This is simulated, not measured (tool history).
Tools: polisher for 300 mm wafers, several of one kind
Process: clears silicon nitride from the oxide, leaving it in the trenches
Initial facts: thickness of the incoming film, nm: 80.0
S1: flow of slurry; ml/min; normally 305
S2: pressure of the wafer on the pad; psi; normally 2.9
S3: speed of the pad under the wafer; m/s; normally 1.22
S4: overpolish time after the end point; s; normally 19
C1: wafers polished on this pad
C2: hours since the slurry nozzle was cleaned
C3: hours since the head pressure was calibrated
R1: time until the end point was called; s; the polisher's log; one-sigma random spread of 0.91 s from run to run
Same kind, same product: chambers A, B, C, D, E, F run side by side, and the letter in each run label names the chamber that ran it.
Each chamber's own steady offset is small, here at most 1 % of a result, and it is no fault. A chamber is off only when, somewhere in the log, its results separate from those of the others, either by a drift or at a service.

Run 1B, hour 11: usual settings; C1 261; C2 297.7; C3 599.4. Result: R1 69.717 s.
Run 2F, hour 21.5: usual settings; C1 1174; C2 205.5; C3 67.6. Result: R1 69.815 s.
At hour 23.5: chamber F: worn pad replaced by a new one.
Run 3A, hour 36.9: usual settings; C1 1142; C2 633.2; C3 601.7. Result: R1 67.926 s.
At hour 37: chamber A: slurry nozzle cleaned.
Run 4C, hour 44.2: usual settings; C1 885; C2 397.8; C3 212. Result: R1 68.073 s.
At hour 47.9: chamber A: worn pad replaced by a new one.
Run 5D, hour 51.1: usual settings but S2 2.6 psi; C1 880; C2 128.3; C3 1188.2. Result: R1 76.859 s.
Run 6E, hour 62.6: usual settings but S2 2.6 psi; C1 957; C2 452.1; C3 185.3. Result: R1 74.677 s.
At hour 66: chamber E: worn pad replaced by a new one.
At hour 75.3: chamber C: worn pad replaced by a new one.
Run 7E, hour 76.2: usual settings but S2 2.6 psi; C1 116; C2 465.7; C3 198.9. Result: R1 75.793 s.
At hour 77: chamber B: slurry nozzle cleaned.
Run 8F, hour 84.3: usual settings but S2 2.6 psi; C1 692; C2 268.3; C3 130.4. Result: R1 77.338 s.
At hour 87.7: chamber D: head pressure recalibrated.
Run 9D, hour 97.9: usual settings but S2 2.6 psi; C1 1412; C2 175.1; C3 10.2. Result: R1 75.818 s.
Run 10A, hour 106: usual settings but S2 2.6 psi; C1 660; C2 69.1; C3 670.8. Result: R1 75.418 s.
At hour 108.2: chamber F: slurry nozzle cleaned.
Run 11C, hour 117.8: usual settings; C1 483; C2 471.4; C3 285.6. Result: R1 67.797 s.
At hour 122.4: chamber B: worn pad replaced by a new one.
Run 12B, hour 127: usual settings; C1 52; C2 50; C3 715.4. Result: R1 67.382 s.
At hour 134.2: chamber F: worn pad replaced by a new one.
Run 13A, hour 141.3: usual settings but S4 24 s; C1 1061; C2 104.4; C3 706.1. Result: R1 67.941 s.
Run 14C, hour 149.6: usual settings but S4 24 s; C1 845; C2 503.2; C3 317.4. Result: R1 68 s.
At hour 156.5: chamber A: worn pad replaced by a new one.
Run 15E, hour 160.9: usual settings but S4 24 s; C1 1079; C2 550.4; C3 283.6. Result: R1 69.076 s.
At hour 163.2: chamber E: worn pad replaced by a new one.
Run 16D, hour 168.5: usual settings but S4 24 s; C1 2214; C2 245.7; C3 80.8. Result: R1 70.905 s.
Run 17B, hour 184.2: usual settings but S4 24 s; C1 702; C2 107.2; C3 772.6. Result: R1 66.955 s.
At hour 188.4: chamber C: worn pad replaced by a new one.
Run 18F, hour 194.7: usual settings but S4 24 s; C1 688; C2 86.6; C3 240.8. Result: R1 68.338 s.
Run 19B, hour 208.3: usual settings; C1 976; C2 131.3; C3 796.7. Result: R1 67.923 s.
Run 20E, hour 221.5: usual settings; C1 663; C2 611; C3 344.2. Result: R1 67.354 s.
At hour 228.8: chamber F: worn pad replaced by a new one.
Run 21C, hour 233: usual settings; C1 507; C2 586.6; C3 400.8. Result: R1 68.726 s.
At hour 234.1: chamber C: head pressure recalibrated.
At hour 236.9: chamber B: worn pad replaced by a new one.
Run 22D, hour 244.9: usual settings; C1 3083; C2 322.1; C3 157.2. Result: R1 69.108 s.
Run 23F, hour 253.5: usual settings; C1 281; C2 145.4; C3 299.6. Result: R1 69.276 s.
At hour 255: chamber E: worn pad replaced by a new one.
At hour 260.3: chamber A: worn pad replaced by a new one.
Run 24A, hour 261.8: usual settings; C1 17; C2 224.9; C3 826.6. Result: R1 68.74 s.
Run 25F, hour 275.9: usual settings; C1 536; C2 167.8; C3 322. Result: R1 67.874 s.
At hour 276.9: chamber C: worn pad replaced by a new one.
Run 26C, hour 285.1: usual settings; C1 93; C2 638.7; C3 51. Result: R1 67.912 s.
At hour 296.3: chamber E: slurry nozzle cleaned.
Run 27B, hour 297.2: usual settings; C1 685; C2 220.2; C3 885.6. Result: R1 68.452 s.
Run 28D, hour 309: usual settings; C1 3811; C2 386.2; C3 221.3. Result: R1 73.205 s.
Run 29A, hour 322.9: usual settings but S1 360 ml/min, S4 14 s; C1 711; C2 286; C3 887.7. Result: R1 66.683 s.
At hour 335.9: chamber F: worn pad replaced by a new one.
Run 30E, hour 338.6: usual settings but S1 360 ml/min, S4 14 s; C1 951; C2 42.4; C3 461.3. Result: R1 66.543 s.
At hour 340.5: chamber B: worn pad replaced by a new one.
At hour 341.5: chamber E: worn pad replaced by a new one.
At hour 349.2: chamber F: head pressure recalibrated.
Run 31C, hour 352.4: usual settings but S1 360 ml/min, S4 14 s; C1 858; C2 706; C3 118.3. Result: R1 67.731 s.
Run 32E, hour 366.1: usual settings but S1 360 ml/min, S4 14 s; C1 279; C2 69.9; C3 488.8. Result: R1 64.838 s.
At hour 367.8: chamber A: worn pad replaced by a new one.
At hour 374.9: chamber C: worn pad replaced by a new one.
Run 33B, hour 379: usual settings but S1 360 ml/min, S4 14 s; C1 438; C2 302; C3 967.4. Result: R1 67.832 s.
Run 34A, hour 388.3: usual settings but S1 360 ml/min, S4 14 s; C1 233; C2 351.4; C3 953.1. Result: R1 67.693 s.
At hour 392.8: chamber D: slurry nozzle cleaned.
At hour 401.8: chamber C: slurry nozzle cleaned.
Run 35F, hour 404.1: usual settings; C1 775; C2 296; C3 55. Result: R1 70.29 s.
Run 36D, hour 413: usual settings; C1 4993; C2 20.3; C3 325.3. Result: R1 70.52 s.
Run 37D, hour 425: usual settings but S1 245 ml/min, S3 0.92 m/s; C1 5130; C2 32.3; C3 337.3. Result: R1 97.3 s.
At hour 427.4: chamber F: slurry nozzle cleaned.
At hour 430.2: chamber E: worn pad replaced by a new one.
Run 38E, hour 439.4: usual settings but S1 245 ml/min, S3 0.92 m/s; C1 105; C2 143.2; C3 562.1. Result: R1 92.975 s.
At hour 445.4: chamber F: worn pad replaced by a new one.
At hour 450.4: chamber B: worn pad replaced by a new one.
Run 39A, hour 453: usual settings but S1 245 ml/min, S3 0.92 m/s; C1 969; C2 416.1; C3 1017.8. Result: R1 91.148 s.
At hour 459.9: chamber A: worn pad replaced by a new one.
Run 40F, hour 467.3: usual settings but S1 245 ml/min, S3 0.92 m/s; C1 249; C2 40; C3 118.2. Result: R1 94.598 s.
Run 41C, hour 477.3: usual settings but S1 245 ml/min, S3 0.92 m/s; C1 1164; C2 75.6; C3 243.2. Result: R1 90.659 s.
At hour 478: chamber B: slurry nozzle cleaned.
Run 42B, hour 487.4: usual settings but S1 245 ml/min, S3 0.92 m/s; C1 421; C2 9.4; C3 1075.8. Result: R1 92.65 s.
Run 43A, hour 496.2: usual settings but S3 0.98 m/s, S4 26 s; C1 413; C2 459.3; C3 1061. Result: R1 83.627 s.

Predict what each chamber gives when all 6 of them run the settings below next.
Run 44A, hour 507.5: usual settings but S4 15 s. Result: R1 ?.
Run 44B, hour 507.5: usual settings but S4 15 s. Result: R1 ?.
Run 44C, hour 507.5: usual settings but S4 15 s. Result: R1 ?.
Run 44D, hour 507.5: usual settings but S4 15 s. Result: R1 ?.
Run 44E, hour 507.5: usual settings but S4 15 s. Result: R1 ?.
Run 44F, hour 507.5: usual settings but S4 15 s. Result: R1 ?.

run      R1
44A  67.964
44B  68.529
44C  68.802
44D  74.081
44E  67.943
44F  69.047
